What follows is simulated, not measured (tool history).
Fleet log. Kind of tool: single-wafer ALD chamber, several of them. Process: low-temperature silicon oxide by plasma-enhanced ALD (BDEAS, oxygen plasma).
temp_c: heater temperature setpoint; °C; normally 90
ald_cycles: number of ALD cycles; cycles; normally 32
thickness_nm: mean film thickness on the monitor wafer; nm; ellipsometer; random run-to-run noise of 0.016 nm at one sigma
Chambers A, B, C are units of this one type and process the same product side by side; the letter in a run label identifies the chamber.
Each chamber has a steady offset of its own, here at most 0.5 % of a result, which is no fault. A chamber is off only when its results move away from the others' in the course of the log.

| run | day | temp_c | ald_cycles | read-back reference wafer on the same gauge, thickness_nm | thickness_nm |
|---|---|---|---|---|---|
| 1B | 0.204 | 90 | 32 | 5.2581 | 4.7064 |
| 2C | 0.458 | 90 | 32 | 5.2564 | 4.7079 |
| 3A | 0.633 | 90 | 32 | 5.2594 | 4.7509 |
| 4C | 0.758 | 90 | 32 | 5.2593 | 4.7393 |
| 5B | 0.942 | 90 | 32 | 5.2587 | 4.7204 |
| 6A | 1.183 | 90 | 32 | 5.2630 | 4.7746 |
| 7B | 1.379 | 90 | 32 | 5.2624 | 4.7126 |
| 8C | 1.638 | 90 | 32 | 5.2557 | 4.7014 |
| 9A | 1.858 | 90 | 32 | 5.2612 | 4.7476 |
| 10A | 2.046 | 90 | 32 | 5.2608 | 4.7690 |
| 11C | 2.188 | 90 | 32 | 5.2598 | 4.7078 |
| 12B | 2.388 | 90 | 32 | 5.2582 | 4.7358 |
| 13A | 2.621 | 83 | 36 | 5.2570 | 5.4939 |
| 14C | 2.829 | 83 | 36 | 5.2619 | 5.4208 |
| 15B | 2.988 | 83 | 36 | 5.2620 | 5.4396 |
| 16A | 3.167 | 90 | 32 | 5.2588 | 4.7616 |
| 17C | 3.383 | 90 | 32 | 5.2579 | 4.7288 |
| 18B | 3.571 | 90 | 32 | 5.2654 | 4.7149 |
| 19A | 3.808 | 90 | 32 | 5.2631 | 4.7426 |
| 20B | 3.938 | 90 | 32 | 5.2580 | 4.6958 |
| 21C | 4.088 | 90 | 32 | 5.2611 | 4.6875 |
| 22A | 4.288 | 90 | 32 | 5.2615 | 4.7489 |
| 23B | 4.542 | 90 | 32 | 5.2591 | 4.7201 |
| 24C | 4.683 | 90 | 32 | 5.2645 | 4.7220 |
| 25B | 4.925 | 102 | 38 | 5.2609 | 5.4160 |
| 26A | 5.150 | 102 | 38 | 5.2600 | 5.4431 |
| 27C | 5.408 | 102 | 38 | 5.2570 | 5.3899 |
| 28B | 5.588 | 90 | 32 | 5.2575 | 4.7195 |

Has any chamber moved away from the others, gradually or after a service, or does the common gauge drift, or do the chambers differ only by their own small steady offsets? State the chamber and the most likely cause if one applies.

Neither any chamber nor the gauge drifts; the chambers differ only by their own small, steady offsets.
